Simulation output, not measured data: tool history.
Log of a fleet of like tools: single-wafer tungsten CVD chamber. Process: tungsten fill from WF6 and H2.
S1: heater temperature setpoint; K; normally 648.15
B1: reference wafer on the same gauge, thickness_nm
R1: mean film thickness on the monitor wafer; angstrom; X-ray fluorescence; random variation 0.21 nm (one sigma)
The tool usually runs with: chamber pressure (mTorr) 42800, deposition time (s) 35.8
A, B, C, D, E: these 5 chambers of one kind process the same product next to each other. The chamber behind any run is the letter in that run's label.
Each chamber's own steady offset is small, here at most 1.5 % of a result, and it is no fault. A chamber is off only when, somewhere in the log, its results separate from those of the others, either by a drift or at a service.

run 1C hour=11.4 | S1=648.15 chamber_pressure_(mTorr)=42800 deposition_time_(s)=35.8 | B1=90.312 | R1=742.49
run 2A hour=17.8 | S1=648.15 chamber_pressure_(mTorr)=42800 deposition_time_(s)=35.8 | B1=90.363 | R1=750.38
run 3D hour=28 | S1=648.15 chamber_pressure_(mTorr)=42800 deposition_time_(s)=35.8 | B1=90.319 | R1=759.86
run 4E hour=41.4 | S1=648.15 chamber_pressure_(mTorr)=42800 deposition_time_(s)=35.8 | B1=90.338 | R1=761
run 5B hour=48.4 | S1=648.15 chamber_pressure_(mTorr)=42800 deposition_time_(s)=35.8 | B1=90.316 | R1=744.72
run 6B hour=55.8 | S1=648.15 chamber_pressure_(mTorr)=42800 deposition_time_(s)=35.8 | B1=90.325 | R1=742.78
run 7C hour=66.6 | S1=648.15 chamber_pressure_(mTorr)=35300 deposition_time_(s)=35.8 | B1=90.269 | R1=682.61
-- hour=75.3 chamber B: thermocouple changed; heater temperature recalibrated
run 8E hour=77.8 | S1=648.15 chamber_pressure_(mTorr)=35300 deposition_time_(s)=35.8 | B1=90.301 | R1=692.85
run 9D hour=85.9 | S1=648.15 chamber_pressure_(mTorr)=35300 deposition_time_(s)=35.8 | B1=90.295 | R1=699.35
run 10A hour=95 | S1=648.15 chamber_pressure_(mTorr)=35300 deposition_time_(s)=35.8 | B1=90.335 | R1=685.11
run 11B hour=107.1 | S1=648.15 chamber_pressure_(mTorr)=35300 deposition_time_(s)=35.8 | B1=90.351 | R1=680.85
run 12E hour=118 | S1=648.15 chamber_pressure_(mTorr)=42800 deposition_time_(s)=35.8 | B1=90.28 | R1=759.12
run 13D hour=125.5 | S1=636.15 chamber_pressure_(mTorr)=42800 deposition_time_(s)=35.8 | B1=90.276 | R1=589.71
run 14C hour=136.3 | S1=636.15 chamber_pressure_(mTorr)=42800 deposition_time_(s)=35.8 | B1=90.328 | R1=580.29
-- hour=142.7 chamber A: thermocouple changed; heater temperature recalibrated
run 15A hour=147.3 | S1=636.15 chamber_pressure_(mTorr)=42800 deposition_time_(s)=35.8 | B1=90.296 | R1=559.06
run 16D hour=161.3 | S1=636.15 chamber_pressure_(mTorr)=42800 deposition_time_(s)=35.8 | B1=90.324 | R1=588.03
run 17E hour=174.5 | S1=636.15 chamber_pressure_(mTorr)=42800 deposition_time_(s)=35.8 | B1=90.292 | R1=591.77
run 18C hour=187.6 | S1=648.15 chamber_pressure_(mTorr)=50000 deposition_time_(s)=38.1 | B1=90.255 | R1=850.1
run 19B hour=197.2 | S1=648.15 chamber_pressure_(mTorr)=50000 deposition_time_(s)=38.1 | B1=90.267 | R1=849.43
run 20A hour=203.9 | S1=648.15 chamber_pressure_(mTorr)=50000 deposition_time_(s)=38.1 | B1=90.269 | R1=823.78
run 21B hour=217.3 | S1=648.15 chamber_pressure_(mTorr)=50000 deposition_time_(s)=38.1 | B1=90.305 | R1=850.51
run 22E hour=229.1 | S1=648.15 chamber_pressure_(mTorr)=50000 deposition_time_(s)=38.1 | B1=90.299 | R1=864.92
run 23C hour=241.1 | S1=648.15 chamber_pressure_(mTorr)=42800 deposition_time_(s)=35.8 | B1=90.244 | R1=744.56
run 24A hour=250.3 | S1=648.15 chamber_pressure_(mTorr)=42800 deposition_time_(s)=35.8 | B1=90.308 | R1=725.48
-- hour=259.4 chamber D: thermocouple changed; heater temperature recalibrated
run 25D hour=260.9 | S1=648.15 chamber_pressure_(mTorr)=42800 deposition_time_(s)=35.8 | B1=90.332 | R1=759.97
run 26B hour=273 | S1=657.15 chamber_pressure_(mTorr)=50200 deposition_time_(s)=35.8 | B1=90.303 | R1=961.76
run 27E hour=284.2 | S1=657.15 chamber_pressure_(mTorr)=50200 deposition_time_(s)=35.8 | B1=90.327 | R1=977.84
run 28D hour=291.1 | S1=657.15 chamber_pressure_(mTorr)=50200 deposition_time_(s)=35.8 | B1=90.291 | R1=985.93
run 29C hour=300.5 | S1=657.15 chamber_pressure_(mTorr)=50200 deposition_time_(s)=35.8 | B1=90.272 | R1=962.74
run 30A hour=307.5 | S1=657.15 chamber_pressure_(mTorr)=50200 deposition_time_(s)=35.8 | B1=90.321 | R1=934.8
run 31B hour=316.4 | S1=641.15 chamber_pressure_(mTorr)=47500 deposition_time_(s)=35.8 | B1=90.335 | R1=668.75
-- hour=326.3 chamber C: thermocouple changed; heater temperature recalibrated
run 32E hour=326.3 | S1=641.15 chamber_pressure_(mTorr)=47500 deposition_time_(s)=35.8 | B1=90.277 | R1=692.52
run 33D hour=337.4 | S1=641.15 chamber_pressure_(mTorr)=47500 deposition_time_(s)=35.8 | B1=90.329 | R1=685.55
run 34C hour=349.6 | S1=641.15 chamber_pressure_(mTorr)=47500 deposition_time_(s)=35.8 | B1=90.276 | R1=677.78
run 35A hour=358.9 | S1=641.15 chamber_pressure_(mTorr)=47500 deposition_time_(s)=35.8 | B1=90.317 | R1=654.99
run 36B hour=373 | S1=661.15 chamber_pressure_(mTorr)=53000 deposition_time_(s)=35.8 | B1=90.327 | R1=1073.3
run 37E hour=385.1 | S1=661.15 chamber_pressure_(mTorr)=53000 deposition_time_(s)=35.8 | B1=90.244 | R1=1087.9
run 38A hour=393.3 | S1=661.15 chamber_pressure_(mTorr)=53000 deposition_time_(s)=35.8 | B1=90.262 | R1=1039.4
run 39D hour=403.6 | S1=661.15 chamber_pressure_(mTorr)=53000 deposition_time_(s)=35.8 | B1=90.319 | R1=1094

The same settings go to every chamber for the next run, one line per chamber below. Forecast the results for each:
run 40A hour=413.7 | S1=648.15 chamber_pressure_(mTorr)=42800 deposition_time_(s)=38.1 | R1=?
run 40B hour=413.7 | S1=648.15 chamber_pressure_(mTorr)=42800 deposition_time_(s)=38.1 | R1=?
run 40C hour=413.7 | S1=648.15 chamber_pressure_(mTorr)=42800 deposition_time_(s)=38.1 | R1=?
run 40D hour=413.7 | S1=648.15 chamber_pressure_(mTorr)=42800 deposition_time_(s)=38.1 | R1=?
run 40E hour=413.7 | S1=648.15 chamber_pressure_(mTorr)=42800 deposition_time_(s)=38.1 | R1=?

run=40A R1=772.29
run=40B R1=789.95
run=40C R1=789.8
run=40D R1=812.65
run=40E R1=810.32
